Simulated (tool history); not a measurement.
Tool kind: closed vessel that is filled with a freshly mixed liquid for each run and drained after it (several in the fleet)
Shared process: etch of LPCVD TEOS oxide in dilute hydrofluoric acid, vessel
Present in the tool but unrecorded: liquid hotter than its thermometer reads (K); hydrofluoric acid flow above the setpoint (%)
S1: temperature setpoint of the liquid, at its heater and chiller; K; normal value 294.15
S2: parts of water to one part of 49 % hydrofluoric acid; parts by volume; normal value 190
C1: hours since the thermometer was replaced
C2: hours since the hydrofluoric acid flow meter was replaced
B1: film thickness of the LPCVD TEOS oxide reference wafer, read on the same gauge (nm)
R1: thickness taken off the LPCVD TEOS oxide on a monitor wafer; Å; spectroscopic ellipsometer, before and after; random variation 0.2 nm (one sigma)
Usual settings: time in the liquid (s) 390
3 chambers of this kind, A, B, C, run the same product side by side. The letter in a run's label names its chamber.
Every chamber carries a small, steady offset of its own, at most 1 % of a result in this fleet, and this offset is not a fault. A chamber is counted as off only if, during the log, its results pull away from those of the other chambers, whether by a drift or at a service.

run 1B hour=8.4 | S1=294.15 S2=190 time_in_the_liquid_(s)=390 | C1=1006.9 C2=1352.8 | B1=149.98 | R1=279.1
-- hour=13.7 chamber B: hydrofluoric acid flow meter replaced
-- hour=18 chamber A: thermometer replaced
run 2A hour=18.3 | S1=294.15 S2=190 time_in_the_liquid_(s)=390 | C1=0.4 C2=289.3 | B1=150 | R1=277.29
run 3C hour=28.2 | S1=294.15 S2=190 time_in_the_liquid_(s)=390 | C1=1416.1 C2=806.6 | B1=149.99 | R1=275.13
run 4C hour=34.6 | S1=294.15 S2=190 time_in_the_liquid_(s)=390 | C1=1422.5 C2=813 | B1=149.98 | R1=276.54
run 5B hour=41.7 | S1=294.15 S2=190 time_in_the_liquid_(s)=390 | C1=1040.2 C2=28 | B1=149.96 | R1=284.53
run 6A hour=54.5 | S1=294.15 S2=190 time_in_the_liquid_(s)=390 | C1=36.6 C2=325.5 | B1=150 | R1=278.92
run 7B hour=68.6 | S1=294.15 S2=190 time_in_the_liquid_(s)=390 | C1=1067.1 C2=54.9 | B1=149.97 | R1=280.55
run 8C hour=76.7 | S1=294.15 S2=145 time_in_the_liquid_(s)=205 | C1=1464.6 C2=855.1 | B1=150.04 | R1=200.67
run 9A hour=87.8 | S1=294.15 S2=145 time_in_the_liquid_(s)=205 | C1=69.9 C2=358.8 | B1=150 | R1=201.54
run 10B hour=99.9 | S1=294.15 S2=145 time_in_the_liquid_(s)=205 | C1=1098.4 C2=86.2 | B1=149.97 | R1=204.66
run 11C hour=113.2 | S1=294.15 S2=190 time_in_the_liquid_(s)=175 | C1=1501.1 C2=891.6 | B1=149.99 | R1=126.73
run 12A hour=122.7 | S1=294.15 S2=190 time_in_the_liquid_(s)=175 | C1=104.8 C2=393.7 | B1=149.96 | R1=124.13
run 13A hour=130.3 | S1=294.15 S2=190 time_in_the_liquid_(s)=175 | C1=112.4 C2=401.3 | B1=149.99 | R1=124.91
run 14C hour=143.4 | S1=294.15 S2=190 time_in_the_liquid_(s)=390 | C1=1531.3 C2=921.8 | B1=149.99 | R1=277.66
run 15B hour=157.1 | S1=294.15 S2=190 time_in_the_liquid_(s)=390 | C1=1155.6 C2=143.4 | B1=150.01 | R1=277.98
run 16A hour=166.4 | S1=294.15 S2=190 time_in_the_liquid_(s)=390 | C1=148.5 C2=437.4 | B1=150.01 | R1=274.98
run 17B hour=178 | S1=294.15 S2=190 time_in_the_liquid_(s)=390 | C1=1176.5 C2=164.3 | B1=149.99 | R1=282.18
run 18C hour=192.9 | S1=294.15 S2=190 time_in_the_liquid_(s)=390 | C1=1580.8 C2=971.3 | B1=150.01 | R1=284.76
run 19B hour=203 | S1=291.65 S2=190 time_in_the_liquid_(s)=290 | C1=1201.5 C2=189.3 | B1=150.04 | R1=189.53
run 20A hour=212.2 | S1=291.65 S2=190 time_in_the_liquid_(s)=290 | C1=194.3 C2=483.2 | B1=150 | R1=187.21
run 21C hour=219.1 | S1=291.65 S2=190 time_in_the_liquid_(s)=290 | C1=1607 C2=997.5 | B1=150.04 | R1=192.33
run 22B hour=230.7 | S1=294.15 S2=150 time_in_the_liquid_(s)=185 | C1=1229.2 C2=217 | B1=149.98 | R1=176.98
run 23A hour=238.8 | S1=294.15 S2=150 time_in_the_liquid_(s)=185 | C1=220.9 C2=509.8 | B1=150.02 | R1=173.19
run 24C hour=251.3 | S1=294.15 S2=150 time_in_the_liquid_(s)=185 | C1=1639.2 C2=1029.7 | B1=149.93 | R1=180.2
-- hour=263.7 chamber C: hydrofluoric acid flow meter replaced
run 25B hour=264.5 | S1=294.15 S2=190 time_in_the_liquid_(s)=390 | C1=1263 C2=250.8 | B1=149.99 | R1=278.94
run 26C hour=275.6 | S1=294.15 S2=270 time_in_the_liquid_(s)=260 | C1=1663.5 C2=11.9 | B1=150 | R1=125.16
run 27A hour=290 | S1=294.15 S2=270 time_in_the_liquid_(s)=260 | C1=272.1 C2=561 | B1=150 | R1=120.54
run 28B hour=299.4 | S1=294.15 S2=270 time_in_the_liquid_(s)=260 | C1=1297.9 C2=285.7 | B1=150.01 | R1=119.18
run 29C hour=311.6 | S1=297.15 S2=190 time_in_the_liquid_(s)=390 | C1=1699.5 C2=47.9 | B1=149.95 | R1=326.77
run 30A hour=321.2 | S1=297.15 S2=190 time_in_the_liquid_(s)=390 | C1=303.3 C2=592.2 | B1=149.97 | R1=310.55

Read the log: is a single chamber off, either drifting away or since a service, is the gauge that measures every chamber drifting, or is nothing wrong beyond small per-chamber offsets? Name any odd chamber and what most likely caused it.

One chamber, C, drifts off from the rest bit by bit.
What lies behind it: liquid hotter than its thermometer reads (K) = 1.65.

Below are 4 candidate recipes for chamber C's next run, each the usual settings with a change, their results shown as question marks. Which of them brings C's results back in line with what the other chambers give on the usual settings?
To be in line, a result may differ from the other chambers' mean on the usual settings by at most: R1 6.9 Å
run 31C-1 hour=331.9 | S1=292.65 S2=190 time_in_the_liquid_(s)=390 | R1=?
run 31C-2 hour=331.9 | S1=294.15 S2=205 time_in_the_liquid_(s)=390 | R1=?
run 31C-3 hour=331.9 | S1=294.15 S2=190 time_in_the_liquid_(s)=425 | R1=?
run 31C-4 hour=331.9 | S1=294.15 S2=190 time_in_the_liquid_(s)=410 | R1=?

What the other chambers average on the usual settings: R1 278.99 Å
run=31C-1 R1=275.92
run=31C-2 R1=266.4
run=31C-3 R1=318.59
run=31C-4 R1=307.35
It is 31C-1 that realigns the chamber with its peers.
